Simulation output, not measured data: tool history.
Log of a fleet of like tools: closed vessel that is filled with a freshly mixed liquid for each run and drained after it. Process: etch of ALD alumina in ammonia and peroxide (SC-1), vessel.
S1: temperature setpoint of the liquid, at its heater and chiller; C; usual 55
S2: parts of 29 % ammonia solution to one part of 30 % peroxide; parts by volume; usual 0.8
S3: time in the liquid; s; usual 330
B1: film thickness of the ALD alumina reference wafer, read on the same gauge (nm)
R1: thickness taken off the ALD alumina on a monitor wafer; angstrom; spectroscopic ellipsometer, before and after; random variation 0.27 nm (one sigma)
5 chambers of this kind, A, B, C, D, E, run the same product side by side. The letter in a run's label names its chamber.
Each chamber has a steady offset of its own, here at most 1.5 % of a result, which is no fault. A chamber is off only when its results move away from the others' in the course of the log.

{"run": "1E", "hour": 13.1, "S1": 55, "S2": 0.8, "S3": 330, "B1": 150.01, "R1": 306.51}
{"run": "2B", "hour": 25.6, "S1": 55, "S2": 0.8, "S3": 330, "B1": 149.99, "R1": 309.42}
{"run": "3D", "hour": 38.7, "S1": 55, "S2": 0.8, "S3": 330, "B1": 150.07, "R1": 310.62}
{"hour": 38.9, "done": "chamber C: ammonia flow meter replaced"}
{"run": "4A", "hour": 48.1, "S1": 55, "S2": 0.8, "S3": 330, "B1": 150, "R1": 314.86}
{"run": "5C", "hour": 61.4, "S1": 55, "S2": 0.6, "S3": 330, "B1": 150.04, "R1": 306.8}
{"run": "6C", "hour": 68.6, "S1": 55, "S2": 0.6, "S3": 330, "B1": 150, "R1": 299.39}
{"run": "7E", "hour": 76.3, "S1": 55, "S2": 0.6, "S3": 330, "B1": 149.98, "R1": 296.95}
{"run": "8B", "hour": 84.6, "S1": 55, "S2": 0.6, "S3": 330, "B1": 149.96, "R1": 302.22}
{"run": "9D", "hour": 91.1, "S1": 55, "S2": 0.6, "S3": 330, "B1": 150, "R1": 304.1}
{"run": "10A", "hour": 99.7, "S1": 55, "S2": 0.8, "S3": 330, "B1": 149.98, "R1": 311.67}
{"run": "11B", "hour": 109.0, "S1": 55, "S2": 0.8, "S3": 330, "B1": 150.03, "R1": 314.37}
{"hour": 118.9, "done": "chamber D: ammonia flow meter replaced"}
{"hour": 120.1, "done": "chamber D: thermometer replaced"}
{"run": "12A", "hour": 121.7, "S1": 55, "S2": 0.8, "S3": 330, "B1": 150.01, "R1": 314.54}
{"hour": 122.9, "done": "chamber E: new drum of ammonia solution connected"}
{"hour": 131.7, "done": "chamber D: new drum of ammonia solution connected"}
{"run": "13C", "hour": 133.8, "S1": 55, "S2": 0.6, "S3": 150, "B1": 149.98, "R1": 138.61}
{"run": "14E", "hour": 143.5, "S1": 55, "S2": 0.6, "S3": 150, "B1": 150, "R1": 135.66}
{"run": "15D", "hour": 156.1, "S1": 55, "S2": 0.6, "S3": 150, "B1": 150, "R1": 137.14}
{"run": "16A", "hour": 167.7, "S1": 55, "S2": 0.6, "S3": 150, "B1": 149.99, "R1": 138.71}
{"run": "17E", "hour": 177.2, "S1": 55, "S2": 0.6, "S3": 150, "B1": 150.01, "R1": 131.91}
{"run": "18C", "hour": 184.3, "S1": 55, "S2": 0.8, "S3": 330, "B1": 150.02, "R1": 311.22}
{"hour": 195.6, "done": "chamber A: ammonia flow meter replaced"}
{"run": "19D", "hour": 198.4, "S1": 55, "S2": 0.8, "S3": 330, "B1": 150, "R1": 313.56}
{"run": "20B", "hour": 210.3, "S1": 55, "S2": 0.8, "S3": 330, "B1": 150, "R1": 310.8}
{"run": "21E", "hour": 218.8, "S1": 55, "S2": 0.8, "S3": 330, "B1": 149.97, "R1": 295.5}
{"hour": 227.8, "done": "chamber A: new drum of ammonia solution connected"}
{"hour": 228.9, "done": "chamber B: thermometer replaced"}
{"run": "22A", "hour": 230.5, "S1": 55, "S2": 0.8, "S3": 330, "B1": 149.99, "R1": 318.07}
{"run": "23D", "hour": 241.5, "S1": 55, "S2": 0.8, "S3": 330, "B1": 149.97, "R1": 314.17}
{"run": "24B", "hour": 255.7, "S1": 55, "S2": 0.8, "S3": 330, "B1": 149.99, "R1": 309.7}
{"run": "25C", "hour": 267.1, "S1": 55, "S2": 0.8, "S3": 330, "B1": 150.02, "R1": 313}
{"run": "26D", "hour": 276.9, "S1": 55, "S2": 0.8, "S3": 330, "B1": 150, "R1": 314.74}
{"run": "27E", "hour": 286.9, "S1": 55, "S2": 0.8, "S3": 505, "B1": 150, "R1": 448.64}
{"run": "28A", "hour": 294.2, "S1": 55, "S2": 0.8, "S3": 505, "B1": 150.01, "R1": 490.48}
{"run": "29B", "hour": 304.9, "S1": 55, "S2": 0.8, "S3": 505, "B1": 150, "R1": 478.3}
{"run": "30C", "hour": 313.9, "S1": 55, "S2": 0.8, "S3": 505, "B1": 150.01, "R1": 485.21}
{"run": "31E", "hour": 322.1, "S1": 55, "S2": 0.8, "S3": 505, "B1": 150.03, "R1": 449.4}
{"run": "32A", "hour": 331.6, "S1": 55, "S2": 0.8, "S3": 330, "B1": 150.01, "R1": 316.95}
{"run": "33B", "hour": 343.4, "S1": 55, "S2": 0.8, "S3": 330, "B1": 150.01, "R1": 311.13}
{"run": "34D", "hour": 356.8, "S1": 55, "S2": 0.8, "S3": 330, "B1": 149.98, "R1": 309.35}
{"run": "35C", "hour": 365.2, "S1": 55, "S2": 0.8, "S3": 330, "B1": 150.01, "R1": 308.86}
{"run": "36C", "hour": 372.6, "S1": 55, "S2": 0.8, "S3": 330, "B1": 150.03, "R1": 308.3}

Is one chamber off against the others, does the gauge drift, or is nothing wrong? If a chamber is off, say which, and what the likeliest cause is.

Chamber E drifts away from the others.
Cause: liquid colder than its thermometer reads (K) = 1.05.

Here are 4 candidates for chamber E's next run, each the usual settings with a change, their results left as question marks. Which one brings its results back in line with what the others give on the usual settings?
In line means no further than this from the other chambers' mean on the usual settings: R1 9.5 angstrom
{"run": "37E-1", "hour": 383.2, "S1": 56, "S2": 0.8, "S3": 360, "R1": "?"}
{"run": "37E-2", "hour": 383.2, "S1": 54.5, "S2": 0.8, "S3": 315, "R1": "?"}
{"run": "37E-3", "hour": 383.2, "S1": 55, "S2": 0.8, "S3": 350, "R1": "?"}
{"run": "37E-4", "hour": 383.2, "S1": 54, "S2": 0.8, "S3": 305, "R1": "?"}

The other chambers' mean on the usual settings: R1 311.99 angstrom
run=37E-1 R1=335.72
run=37E-2 R1=271.3
run=37E-3 R1=309.46
run=37E-4 R1=255.72
37E-3 brings the chamber back in line.

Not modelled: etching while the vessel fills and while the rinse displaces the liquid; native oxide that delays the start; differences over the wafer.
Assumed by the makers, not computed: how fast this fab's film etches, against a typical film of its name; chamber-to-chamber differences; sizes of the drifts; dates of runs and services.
